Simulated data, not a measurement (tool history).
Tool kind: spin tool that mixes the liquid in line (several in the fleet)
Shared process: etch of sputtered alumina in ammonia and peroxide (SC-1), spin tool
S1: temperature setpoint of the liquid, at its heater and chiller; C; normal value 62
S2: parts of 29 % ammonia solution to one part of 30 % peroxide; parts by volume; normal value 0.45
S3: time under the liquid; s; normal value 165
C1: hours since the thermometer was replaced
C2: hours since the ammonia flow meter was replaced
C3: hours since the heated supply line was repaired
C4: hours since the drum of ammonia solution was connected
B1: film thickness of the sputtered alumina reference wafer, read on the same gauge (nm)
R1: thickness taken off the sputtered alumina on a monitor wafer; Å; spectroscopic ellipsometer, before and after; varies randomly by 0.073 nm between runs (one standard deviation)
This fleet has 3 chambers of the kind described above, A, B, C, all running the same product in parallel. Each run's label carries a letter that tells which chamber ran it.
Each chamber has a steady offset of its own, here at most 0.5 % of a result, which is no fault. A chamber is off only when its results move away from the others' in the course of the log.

| run | hour | S1 | S2 | S3 | C1 | C2 | C3 | C4 | B1 | R1 |
|---|---|---|---|---|---|---|---|---|---|---|
| 1A | 12 | 62 | 0.45 | 165 | 1627 | 422.3 | 653.7 | 416.7 | 149.99 | 111.94 |
| 2C | 20.7 | 62 | 0.45 | 165 | 1050.3 | 1196.6 | 2020.5 | 126.3 | 149.99 | 113.06 |
| 3B | 34.3 | 62 | 0.45 | 165 | 792.7 | 1532.2 | 430.7 | 213.1 | 150 | 113.14 |
| 4C | 47.8 | 62 | 0.45 | 165 | 1077.4 | 1223.7 | 2047.6 | 153.4 | 150 | 112.07 |
| 5A | 57.7 | 62 | 0.45 | 165 | 1672.7 | 468 | 699.4 | 462.4 | 150 | 112.14 |
| 6B | 68.1 | 62 | 0.35 | 165 | 826.5 | 1566 | 464.5 | 246.9 | 149.96 | 109.24 |
| 7B | 77.4 | 62 | 0.35 | 165 | 835.8 | 1575.3 | 473.8 | 256.2 | 150.04 | 110.45 |
| 8C | 91.8 | 62 | 0.35 | 165 | 1121.4 | 1267.7 | 2091.6 | 197.4 | 149.96 | 110.85 |
| 9A | 101 | 62 | 0.45 | 230 | 1716 | 511.3 | 742.7 | 505.7 | 150.01 | 153.98 |
| 10A | 115.4 | 62 | 0.45 | 230 | 1730.4 | 525.7 | 757.1 | 520.1 | 150 | 156.03 |
| 11C | 124.1 | 62 | 0.45 | 230 | 1153.7 | 1300 | 2123.9 | 229.7 | 150.02 | 155.94 |
| 12B | 137.1 | 62 | 0.45 | 165 | 895.5 | 1635 | 533.5 | 315.9 | 149.98 | 112.43 |
| 13C | 150.5 | 62 | 0.45 | 165 | 1180.1 | 1326.4 | 2150.3 | 256.1 | 150.01 | 114.53 |
| 14B | 164.9 | 62 | 0.45 | 165 | 923.3 | 1662.8 | 561.3 | 343.7 | 150 | 114.31 |
| 15A | 172.3 | 62 | 0.45 | 165 | 1787.3 | 582.6 | 814 | 577 | 149.99 | 111.9 |
| 16B | 185.4 | 62 | 0.45 | 165 | 943.8 | 1683.3 | 581.8 | 364.2 | 150.05 | 113.43 |
| 17A | 193.1 | 62 | 0.45 | 165 | 1808.1 | 603.4 | 834.8 | 597.8 | 150.03 | 111 |
| 18C | 200.7 | 62 | 0.45 | 165 | 1230.3 | 1376.6 | 2200.5 | 306.3 | 149.98 | 118.39 |
| 19B | 207.8 | 62 | 0.45 | 165 | 966.2 | 1705.7 | 604.2 | 386.6 | 150.02 | 111.7 |
| 20A | 219 | 62 | 0.45 | 165 | 1834 | 629.3 | 860.7 | 623.7 | 150.02 | 112.87 |
| 21C | 232.1 | 62 | 0.45 | 165 | 1261.7 | 1408 | 2231.9 | 337.7 | 149.99 | 119.9 |
| 22C | 243.3 | 62 | 0.45 | 165 | 1272.9 | 1419.2 | 2243.1 | 348.9 | 150 | 119.61 |
| 23A | 250.4 | 56.5 | 0.45 | 165 | 1865.4 | 660.7 | 892.1 | 655.1 | 149.99 | 84.506 |
|  | 253.9 | chamber C: new drum of ammonia solution connected |
| 24B | 257.7 | 56.5 | 0.45 | 165 | 1016.1 | 1755.6 | 654.1 | 436.5 | 149.99 | 85.471 |
| 25C | 271.3 | 56.5 | 0.45 | 165 | 1300.9 | 1447.2 | 2271.1 | 17.4 | 150.02 | 92.09 |
| 26B | 281.5 | 62 | 0.45 | 225 | 1039.9 | 1779.4 | 677.9 | 460.3 | 150.01 | 156.17 |
| 27A | 290.8 | 62 | 0.45 | 225 | 1905.8 | 701.1 | 932.5 | 695.5 | 150.01 | 152.1 |
| 28A | 298.8 | 62 | 0.45 | 225 | 1913.8 | 709.1 | 940.5 | 703.5 | 150.05 | 153.85 |

Next, every chamber runs the same settings. What will each give?
| 29A | 309.6 | 70 | 0.45 | 165 |  |  |  |  |  | ? |
| 29B | 309.6 | 70 | 0.45 | 165 |  |  |  |  |  | ? |
| 29C | 309.6 | 70 | 0.45 | 165 |  |  |  |  |  | ? |

| run | R1 |
|---|---|
| 29A | 165.19 |
| 29B | 167.18 |
| 29C | 182.08 |

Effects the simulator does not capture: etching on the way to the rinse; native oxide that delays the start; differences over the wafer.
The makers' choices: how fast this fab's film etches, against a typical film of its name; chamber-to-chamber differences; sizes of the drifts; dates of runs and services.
